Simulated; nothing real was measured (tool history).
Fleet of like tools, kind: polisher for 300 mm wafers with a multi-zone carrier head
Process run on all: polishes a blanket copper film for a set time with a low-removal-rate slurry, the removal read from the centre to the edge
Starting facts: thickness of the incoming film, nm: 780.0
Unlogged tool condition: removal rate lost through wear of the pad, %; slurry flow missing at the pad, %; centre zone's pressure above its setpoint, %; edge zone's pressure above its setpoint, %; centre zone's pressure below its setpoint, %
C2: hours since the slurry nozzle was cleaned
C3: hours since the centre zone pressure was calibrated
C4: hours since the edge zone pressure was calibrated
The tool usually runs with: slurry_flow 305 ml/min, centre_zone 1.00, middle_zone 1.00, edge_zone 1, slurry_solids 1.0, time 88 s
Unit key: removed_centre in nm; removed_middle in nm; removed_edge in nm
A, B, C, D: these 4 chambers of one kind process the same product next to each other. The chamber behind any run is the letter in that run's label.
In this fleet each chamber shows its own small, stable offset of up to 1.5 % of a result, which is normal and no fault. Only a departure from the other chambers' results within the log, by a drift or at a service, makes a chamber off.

{"run": "1C", "hour": 14.3, "slurry_flow": 305, "centre_zone": 1.0, "middle_zone": 1.0, "edge_zone": 1, "slurry_solids": 1.0, "time": 88, "wafers polished on this pad": 509, "C2": 158.8, "C3": 39.7, "C4": 281.2, "removed_centre": 248.85, "removed_middle": 248.8, "removed_edge": 246.89}
{"run": "2A", "hour": 25.6, "slurry_flow": 305, "centre_zone": 1.0, "middle_zone": 1.0, "edge_zone": 1, "slurry_solids": 1.0, "time": 88, "wafers polished on this pad": 678, "C2": 43.7, "C3": 165.4, "C4": 1177.2, "removed_centre": 252.54, "removed_middle": 247.99, "removed_edge": 249.8}
{"hour": 31.6, "done": "chamber B: worn pad replaced by a new one"}
{"run": "3D", "hour": 35.2, "slurry_flow": 305, "centre_zone": 1.0, "middle_zone": 1.0, "edge_zone": 1, "slurry_solids": 1.0, "time": 88, "wafers polished on this pad": 649, "C2": 75.2, "C3": 438.8, "C4": 827.9, "removed_centre": 251.28, "removed_middle": 252.93, "removed_edge": 253.46}
{"run": "4B", "hour": 50.0, "slurry_flow": 305, "centre_zone": 1.0, "middle_zone": 1.0, "edge_zone": 1, "slurry_solids": 1.0, "time": 88, "wafers polished on this pad": 225, "C2": 277.9, "C3": 713.7, "C4": 845.1, "removed_centre": 249.56, "removed_middle": 249.14, "removed_edge": 251.16}
{"hour": 60.8, "done": "chamber A: worn pad replaced by a new one"}
{"run": "5B", "hour": 60.8, "slurry_flow": 305, "centre_zone": 1.0, "middle_zone": 1.0, "edge_zone": 1, "slurry_solids": 1.0, "time": 88, "wafers polished on this pad": 357, "C2": 288.7, "C3": 724.5, "C4": 855.9, "removed_centre": 243.33, "removed_middle": 244.1, "removed_edge": 249.7}
{"hour": 69.5, "done": "chamber D: worn pad replaced by a new one"}
{"run": "6A", "hour": 72.4, "slurry_flow": 305, "centre_zone": 1.0, "middle_zone": 1.0, "edge_zone": 1, "slurry_solids": 1.0, "time": 88, "wafers polished on this pad": 142, "C2": 90.5, "C3": 212.2, "C4": 1224.0, "removed_centre": 251.63, "removed_middle": 244.88, "removed_edge": 256.17}
{"run": "7C", "hour": 88.4, "slurry_flow": 305, "centre_zone": 1.0, "middle_zone": 1.0, "edge_zone": 1, "slurry_solids": 1.0, "time": 88, "wafers polished on this pad": 1415, "C2": 232.9, "C3": 113.8, "C4": 355.3, "removed_centre": 251.38, "removed_middle": 244.26, "removed_edge": 243.38}
{"hour": 93.3, "done": "chamber A: edge zone pressure recalibrated"}
{"run": "8D", "hour": 95.8, "slurry_flow": 305, "centre_zone": 1.0, "middle_zone": 1.0, "edge_zone": 1, "slurry_solids": 1.0, "time": 88, "wafers polished on this pad": 322, "C2": 135.8, "C3": 499.4, "C4": 888.5, "removed_centre": 253.33, "removed_middle": 251.85, "removed_edge": 250.51}
{"run": "9C", "hour": 110.5, "slurry_flow": 305, "centre_zone": 1.0, "middle_zone": 1.0, "edge_zone": 1, "slurry_solids": 1.0, "time": 88, "wafers polished on this pad": 1685, "C2": 255.0, "C3": 135.9, "C4": 377.4, "removed_centre": 250.6, "removed_middle": 240.59, "removed_edge": 247.01}
{"run": "10D", "hour": 126.1, "slurry_flow": 305, "centre_zone": 1.0, "middle_zone": 1.0, "edge_zone": 1, "slurry_solids": 1.3, "time": 61, "wafers polished on this pad": 692, "C2": 166.1, "C3": 529.7, "C4": 918.8, "removed_centre": 183.99, "removed_middle": 185.72, "removed_edge": 186.97}
{"run": "11A", "hour": 133.9, "slurry_flow": 305, "centre_zone": 1.0, "middle_zone": 1.0, "edge_zone": 1, "slurry_solids": 1.3, "time": 61, "wafers polished on this pad": 894, "C2": 152.0, "C3": 273.7, "C4": 40.7, "removed_centre": 183.31, "removed_middle": 178.14, "removed_edge": 178.25}
{"run": "12B", "hour": 145.3, "slurry_flow": 305, "centre_zone": 1.0, "middle_zone": 1.0, "edge_zone": 1, "slurry_solids": 1.3, "time": 61, "wafers polished on this pad": 1390, "C2": 373.2, "C3": 809.0, "C4": 940.4, "removed_centre": 181.26, "removed_middle": 181.74, "removed_edge": 184.5}
{"hour": 147.3, "done": "chamber D: worn pad replaced by a new one"}
{"hour": 155.6, "done": "chamber B: worn pad replaced by a new one"}
{"run": "13A", "hour": 159.9, "slurry_flow": 305, "centre_zone": 1.0, "middle_zone": 1.0, "edge_zone": 1, "slurry_solids": 1.3, "time": 61, "wafers polished on this pad": 1212, "C2": 178.0, "C3": 299.7, "C4": 66.7, "removed_centre": 181.82, "removed_middle": 179.34, "removed_edge": 181.6}
{"hour": 160.7, "done": "chamber A: worn pad replaced by a new one"}
{"run": "14D", "hour": 170.0, "slurry_flow": 305, "centre_zone": 1.0, "middle_zone": 1.0, "edge_zone": 1, "slurry_solids": 1.0, "time": 88, "wafers polished on this pad": 277, "C2": 210.0, "C3": 573.6, "C4": 962.7, "removed_centre": 253.07, "removed_middle": 247.95, "removed_edge": 250.02}
{"hour": 177.9, "done": "chamber D: slurry nozzle cleaned"}
{"hour": 178.4, "done": "chamber B: centre zone pressure recalibrated"}
{"run": "15C", "hour": 184.6, "slurry_flow": 305, "centre_zone": 1.0, "middle_zone": 1.0, "edge_zone": 1, "slurry_solids": 1.0, "time": 88, "wafers polished on this pad": 2591, "C2": 329.1, "C3": 210.0, "C4": 451.5, "removed_centre": 246.49, "removed_middle": 238.27, "removed_edge": 237.53}
{"run": "16B", "hour": 199.6, "slurry_flow": 305, "centre_zone": 1.0, "middle_zone": 1.0, "edge_zone": 1, "slurry_solids": 1.0, "time": 88, "wafers polished on this pad": 537, "C2": 427.5, "C3": 21.3, "C4": 994.7, "removed_centre": 249.6, "removed_middle": 249.24, "removed_edge": 254.98}
{"run": "17C", "hour": 215.1, "slurry_flow": 305, "centre_zone": 1.0, "middle_zone": 1.0, "edge_zone": 1, "slurry_solids": 1.0, "time": 88, "wafers polished on this pad": 2964, "C2": 359.6, "C3": 240.5, "C4": 482.0, "removed_centre": 242.66, "removed_middle": 239.45, "removed_edge": 238.23}
{"run": "18A", "hour": 228.3, "slurry_flow": 305, "centre_zone": 1.0, "middle_zone": 1.0, "edge_zone": 1, "slurry_solids": 1.0, "time": 88, "wafers polished on this pad": 827, "C2": 246.4, "C3": 368.1, "C4": 135.1, "removed_centre": 250.84, "removed_middle": 246.29, "removed_edge": 250.15}
{"hour": 230.0, "done": "chamber D: worn pad replaced by a new one"}
{"run": "19B", "hour": 238.2, "slurry_flow": 305, "centre_zone": 1.0, "middle_zone": 1.04, "edge_zone": 1, "slurry_solids": 1.0, "time": 88, "wafers polished on this pad": 1009, "C2": 466.1, "C3": 59.9, "C4": 1033.3, "removed_centre": 250.23, "removed_middle": 257.43, "removed_edge": 249.94}
{"run": "20D", "hour": 245.9, "slurry_flow": 305, "centre_zone": 1.0, "middle_zone": 1.04, "edge_zone": 1, "slurry_solids": 1.0, "time": 88, "wafers polished on this pad": 194, "C2": 68.1, "C3": 649.5, "C4": 1038.6, "removed_centre": 253.03, "removed_middle": 259.22, "removed_edge": 255.14}
{"run": "21D", "hour": 258.6, "slurry_flow": 305, "centre_zone": 1.0, "middle_zone": 1.04, "edge_zone": 1, "slurry_solids": 1.0, "time": 88, "wafers polished on this pad": 350, "C2": 80.8, "C3": 662.2, "C4": 1051.3, "removed_centre": 253.09, "removed_middle": 258.55, "removed_edge": 255.08}
{"hour": 260.9, "done": "chamber A: worn pad replaced by a new one"}
{"run": "22B", "hour": 274.0, "slurry_flow": 305, "centre_zone": 1.0, "middle_zone": 1.04, "edge_zone": 1, "slurry_solids": 1.0, "time": 88, "wafers polished on this pad": 1447, "C2": 501.9, "C3": 95.7, "C4": 1069.1, "removed_centre": 247.57, "removed_middle": 256.17, "removed_edge": 252.91}
{"hour": 278.7, "done": "chamber B: worn pad replaced by a new one"}
{"run": "23A", "hour": 283.1, "slurry_flow": 305, "centre_zone": 1.0, "middle_zone": 1.0, "edge_zone": 1, "slurry_solids": 1.0, "time": 88, "wafers polished on this pad": 272, "C2": 301.2, "C3": 422.9, "C4": 189.9, "removed_centre": 249.93, "removed_middle": 248.75, "removed_edge": 251.1}
{"run": "24C", "hour": 297.8, "slurry_flow": 305, "centre_zone": 1.0, "middle_zone": 1.0, "edge_zone": 1, "slurry_solids": 1.0, "time": 88, "wafers polished on this pad": 3975, "C2": 442.3, "C3": 323.2, "C4": 564.7, "removed_centre": 240.12, "removed_middle": 240.9, "removed_edge": 230.19}
{"run": "25A", "hour": 307.5, "slurry_flow": 305, "centre_zone": 0.96, "middle_zone": 1.0, "edge_zone": 1, "slurry_solids": 0.8, "time": 88, "wafers polished on this pad": 570, "C2": 325.6, "C3": 447.3, "C4": 214.3, "removed_centre": 232.7, "removed_middle": 231.87, "removed_edge": 245.87}
{"hour": 308.3, "done": "chamber D: worn pad replaced by a new one"}
{"hour": 311.0, "done": "chamber B: slurry nozzle cleaned"}
{"run": "26B", "hour": 316.3, "slurry_flow": 305, "centre_zone": 0.96, "middle_zone": 1.0, "edge_zone": 1, "slurry_solids": 0.8, "time": 88, "wafers polished on this pad": 459, "C2": 5.3, "C3": 138.0, "C4": 1111.4, "removed_centre": 228.91, "removed_middle": 233.1, "removed_edge": 236.71}
{"hour": 318.4, "done": "chamber B: edge zone pressure recalibrated"}
{"run": "27D", "hour": 324.4, "slurry_flow": 305, "centre_zone": 0.96, "middle_zone": 1.0, "edge_zone": 1, "slurry_solids": 0.8, "time": 88, "wafers polished on this pad": 197, "C2": 146.6, "C3": 728.0, "C4": 1117.1, "removed_centre": 226.79, "removed_middle": 245.62, "removed_edge": 233.65}
{"run": "28C", "hour": 336.8, "slurry_flow": 305, "centre_zone": 0.96, "middle_zone": 1.0, "edge_zone": 1, "slurry_solids": 0.8, "time": 88, "wafers polished on this pad": 4451, "C2": 481.3, "C3": 362.2, "C4": 603.7, "removed_centre": 216.05, "removed_middle": 226.29, "removed_edge": 220.57}
{"hour": 341.3, "done": "chamber A: centre zone pressure recalibrated"}
{"hour": 344.8, "done": "chamber A: slurry nozzle cleaned"}
{"hour": 348.7, "done": "chamber A: worn pad replaced by a new one"}
{"run": "29B", "hour": 352.4, "slurry_flow": 305, "centre_zone": 1.0, "middle_zone": 1.0, "edge_zone": 1, "slurry_solids": 1.0, "time": 88, "wafers polished on this pad": 901, "C2": 41.4, "C3": 174.1, "C4": 34.0, "removed_centre": 247.14, "removed_middle": 253.75, "removed_edge": 247.67}
{"run": "30A", "hour": 364.3, "slurry_flow": 305, "centre_zone": 1.0, "middle_zone": 1.0, "edge_zone": 1, "slurry_solids": 1.0, "time": 88, "wafers polished on this pad": 190, "C2": 19.5, "C3": 23.1, "C4": 271.1, "removed_centre": 252.6, "removed_middle": 246.47, "removed_edge": 246.68}
{"run": "31C", "hour": 379.4, "slurry_flow": 305, "centre_zone": 1.0, "middle_zone": 1.0, "edge_zone": 1, "slurry_solids": 1.0, "time": 88, "wafers polished on this pad": 4972, "C2": 523.9, "C3": 404.8, "C4": 646.3, "removed_centre": 238.55, "removed_middle": 237.02, "removed_edge": 231.58}
{"run": "32D", "hour": 387.5, "slurry_flow": 305, "centre_zone": 1.0, "middle_zone": 1.0, "edge_zone": 1, "slurry_solids": 1.0, "time": 88, "wafers polished on this pad": 968, "C2": 209.7, "C3": 791.1, "C4": 1180.2, "removed_centre": 248.49, "removed_middle": 250.7, "removed_edge": 248.21}
{"hour": 395.8, "done": "chamber D: worn pad replaced by a new one"}
{"run": "33C", "hour": 396.1, "slurry_flow": 305, "centre_zone": 1.0, "middle_zone": 1.0, "edge_zone": 1, "slurry_solids": 1.0, "time": 88, "wafers polished on this pad": 5176, "C2": 540.6, "C3": 421.5, "C4": 663.0, "removed_centre": 235.29, "removed_middle": 229.17, "removed_edge": 234.58}
{"hour": 406.4, "done": "chamber D: slurry nozzle cleaned"}
{"run": "34D", "hour": 410.8, "slurry_flow": 305, "centre_zone": 1.0, "middle_zone": 1.0, "edge_zone": 1, "slurry_solids": 1.0, "time": 88, "wafers polished on this pad": 183, "C2": 4.4, "C3": 814.4, "C4": 1203.5, "removed_centre": 248.56, "removed_middle": 248.91, "removed_edge": 249.04}
{"run": "35A", "hour": 419.1, "slurry_flow": 305, "centre_zone": 1.0, "middle_zone": 1.0, "edge_zone": 1, "slurry_solids": 1.0, "time": 88, "wafers polished on this pad": 860, "C2": 74.3, "C3": 77.9, "C4": 325.9, "removed_centre": 250.26, "removed_middle": 241.43, "removed_edge": 246.1}

The same settings go to every chamber for the next run, one line per chamber below. Forecast the results for each:
{"run": "36A", "hour": 430.7, "slurry_flow": 305, "centre_zone": 1.0, "middle_zone": 1.0, "edge_zone": 1, "slurry_solids": 1.0, "time": 88, "removed_centre": "?", "removed_middle": "?", "removed_edge": "?"}
{"run": "36B", "hour": 430.7, "slurry_flow": 305, "centre_zone": 1.0, "middle_zone": 1.0, "edge_zone": 1, "slurry_solids": 1.0, "time": 88, "removed_centre": "?", "removed_middle": "?", "removed_edge": "?"}
{"run": "36C", "hour": 430.7, "slurry_flow": 305, "centre_zone": 1.0, "middle_zone": 1.0, "edge_zone": 1, "slurry_solids": 1.0, "time": 88, "removed_centre": "?", "removed_middle": "?", "removed_edge": "?"}
{"run": "36D", "hour": 430.7, "slurry_flow": 305, "centre_zone": 1.0, "middle_zone": 1.0, "edge_zone": 1, "slurry_solids": 1.0, "time": 88, "removed_centre": "?", "removed_middle": "?", "removed_edge": "?"}

run=36A removed_centre=250.11 removed_middle=250.59 removed_edge=249.67
run=36B removed_centre=249.89 removed_middle=249.59 removed_edge=258.06
run=36C removed_centre=234.12 removed_middle=236.66 removed_edge=228.67
run=36D removed_centre=251.83 removed_middle=247.50 removed_edge=249.44

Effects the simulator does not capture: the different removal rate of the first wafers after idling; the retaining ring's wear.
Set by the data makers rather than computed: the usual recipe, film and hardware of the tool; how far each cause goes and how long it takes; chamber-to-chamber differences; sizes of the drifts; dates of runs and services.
